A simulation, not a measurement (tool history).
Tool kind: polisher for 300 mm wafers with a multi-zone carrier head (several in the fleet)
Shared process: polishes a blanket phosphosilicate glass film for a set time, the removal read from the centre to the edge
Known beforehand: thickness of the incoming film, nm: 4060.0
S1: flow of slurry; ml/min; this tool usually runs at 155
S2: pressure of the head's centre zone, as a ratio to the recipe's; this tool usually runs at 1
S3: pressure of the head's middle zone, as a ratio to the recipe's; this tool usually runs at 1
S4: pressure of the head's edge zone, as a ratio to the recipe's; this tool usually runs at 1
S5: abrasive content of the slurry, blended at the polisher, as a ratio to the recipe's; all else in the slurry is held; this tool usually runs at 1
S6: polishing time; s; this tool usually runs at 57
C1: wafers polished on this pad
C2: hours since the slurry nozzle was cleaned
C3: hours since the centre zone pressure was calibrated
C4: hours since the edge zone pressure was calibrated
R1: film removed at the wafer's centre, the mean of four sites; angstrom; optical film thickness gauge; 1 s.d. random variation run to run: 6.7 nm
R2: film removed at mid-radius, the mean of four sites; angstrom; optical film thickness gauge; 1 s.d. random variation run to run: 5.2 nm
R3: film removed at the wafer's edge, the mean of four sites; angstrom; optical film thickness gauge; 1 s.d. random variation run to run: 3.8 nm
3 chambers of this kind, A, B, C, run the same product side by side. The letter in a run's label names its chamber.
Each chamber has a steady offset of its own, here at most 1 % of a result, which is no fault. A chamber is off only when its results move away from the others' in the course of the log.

run   hour   S1  S2    S3    S4    S5  S6   C1     C2     C3      C4      R1      R2      R3
 1B      8  155   1     1     1     1  57  671  332.1    316    82.7  5027.2  4839.3  4944.3
      11.7  -- chamber C: slurry nozzle cleaned
      16.3  -- chamber B: worn pad replaced by a new one
 2C   16.9  155   1     1     1     1  57  208    5.2  315.3   839.8  5135.3  4999.5  5015.5
 3A   25.7  155   1     1     1     1  57  396  156.9  222.3   780.9  4896.1  4918.1  4934.7
 4B   31.6  155   1     1     1     1  57  184  355.7  339.6   106.3  4865.6  4908.7  4943.4
 5C   43.8  155   1     1     1     1  57  532   32.1  342.2   866.7    4999  4980.4  5038.8
      46.9  -- chamber A: worn pad replaced by a new one
 6A   55.8  155   1     1     1     1  57  108    187  252.4     811  4948.4    4983  4974.2
      57.3  -- chamber C: edge zone pressure recalibrated
 7C     64  155   1     1     1     1  57  776   52.3  362.4     6.8  4912.2  4976.2  4972.5
      69.7  -- chamber C: worn pad replaced by a new one
 8A   72.3  130   1     1  1.06     1  57  306  203.5  268.9   827.5  4659.6  4667.8  4945.4
 9B   80.4  130   1     1  1.06     1  57  772  404.5  388.4   155.1  4775.3  4793.8  5057.9
      83.6  -- chamber B: worn pad replaced by a new one
10C   87.9  130   1     1  1.06     1  57  219   76.2  386.3    30.7  4947.2  4845.7  5048.6
11B   99.7  155   1  1.09     1     1  57  194  423.8  407.7   174.4  4926.3  5283.9  4983.5
     101.5  -- chamber A: worn pad replaced by a new one
12A  107.5  155   1  1.09     1     1  57   73  238.7  304.1   862.7  4812.3  5332.1  5011.3
13A  117.6  155   1  1.09     1     1  57  194  248.8  314.2   872.8  4784.9  5189.7  5004.4
     123.5  -- chamber C: worn pad replaced by a new one
14C  124.3  155   1     1     1     1  57   10  112.6  422.7    67.1  5059.5  5072.2  5039.5
     126.9  -- chamber C: centre zone pressure recalibrated
15B  135.7  155   1     1     1     1  57  627  459.8  443.7   210.4  4796.7  4992.4  5054.7
16C    144  155   1     1     1     1  57  247  132.3   17.2    86.8  5643.6  4951.3    4944
17A  149.9  155   1  0.94     1     1  57  583  281.1  346.5   905.1  4798.3  4579.7  4944.9
     151.8  -- chamber B: worn pad replaced by a new one
     152.1  -- chamber A: worn pad replaced by a new one
18B  159.6  155   1  0.94     1     1  57   94  483.7  467.6   234.3  5055.8  4701.2  5019.2
19B  169.8  155   1  0.94     1     1  57  216  493.9  477.8   244.5  4975.9  4670.2  4957.7
20A  177.7  155   1     1     1     1  57  308  308.9  374.3   932.9  4928.6  4933.5    4889
     181.2  -- chamber C: worn pad replaced by a new one
21C  187.3  155   1     1   1.1  1.25  57   74  175.6   60.5   130.1  6105.4  5438.8  5780.4
22A  198.1  155   1     1   1.1  1.25  57  554  329.3  394.7   953.3  5424.4  5274.5  5759.8
       202  -- chamber A: worn pad replaced by a new one
23B  206.6  155   1     1   1.1  1.25  57  660  530.7  514.6   281.3  5424.6  5520.6  5772.7
24C  212.9  155   1     1     1     1  57  382  201.2   86.1   155.7  5523.5    4994  5004.8
25B  218.3  155   1     1     1     1  57  801  542.4  526.3     293  4945.6  4941.8  4969.9
26A  227.2  155   1     1     1     1  57  304  358.4  423.8   982.4  4965.7  4913.3  4988.7
     228.3  -- chamber B: worn pad replaced by a new one
27C  235.7  155   1     1     1     1  57  657    224  108.9   178.5  5521.2  4963.5    4985
     236.8  -- chamber C: worn pad replaced by a new one
28B    242  155   1     1     1     1  66  165  566.1    550   316.7  5704.8    5812  5685.3
29C  254.2  155   1     1     1     1  66  209  242.5  127.4     197    6417  5845.6  5804.5
30A  262.4  155   1     1     1     1  66  728  393.6    459  1017.6  5549.5  5601.8  5684.6
     265.4  -- chamber A: worn pad replaced by a new one
       270  -- chamber A: centre zone pressure recalibrated
31C  273.6  155   1  0.88     1   0.9  57  443  261.9  146.8   216.4  5530.9    4141  4738.7
32A  283.8  155   1  0.88     1   0.9  57  222    415   13.9    1039  4632.9  4125.6  4749.5
33B  291.1  155   1  0.88     1   0.9  57  756  615.2  599.1   365.8  4628.2  4214.1  4726.7

Predict what each chamber gives when all 3 of them run the settings below next.
34A  300.1  155   1   1   1  0.85  57                   ?   ?   ?
34B  300.1  155   1   1   1  0.85  57                   ?   ?   ?
34C  300.1  155   1   1   1  0.85  57                   ?   ?   ?

run      R1      R2      R3
34A  4532.6  4537.6    4576
34B  4528.9  4610.2  4633.9
34C  5288.5  4558.8    4636
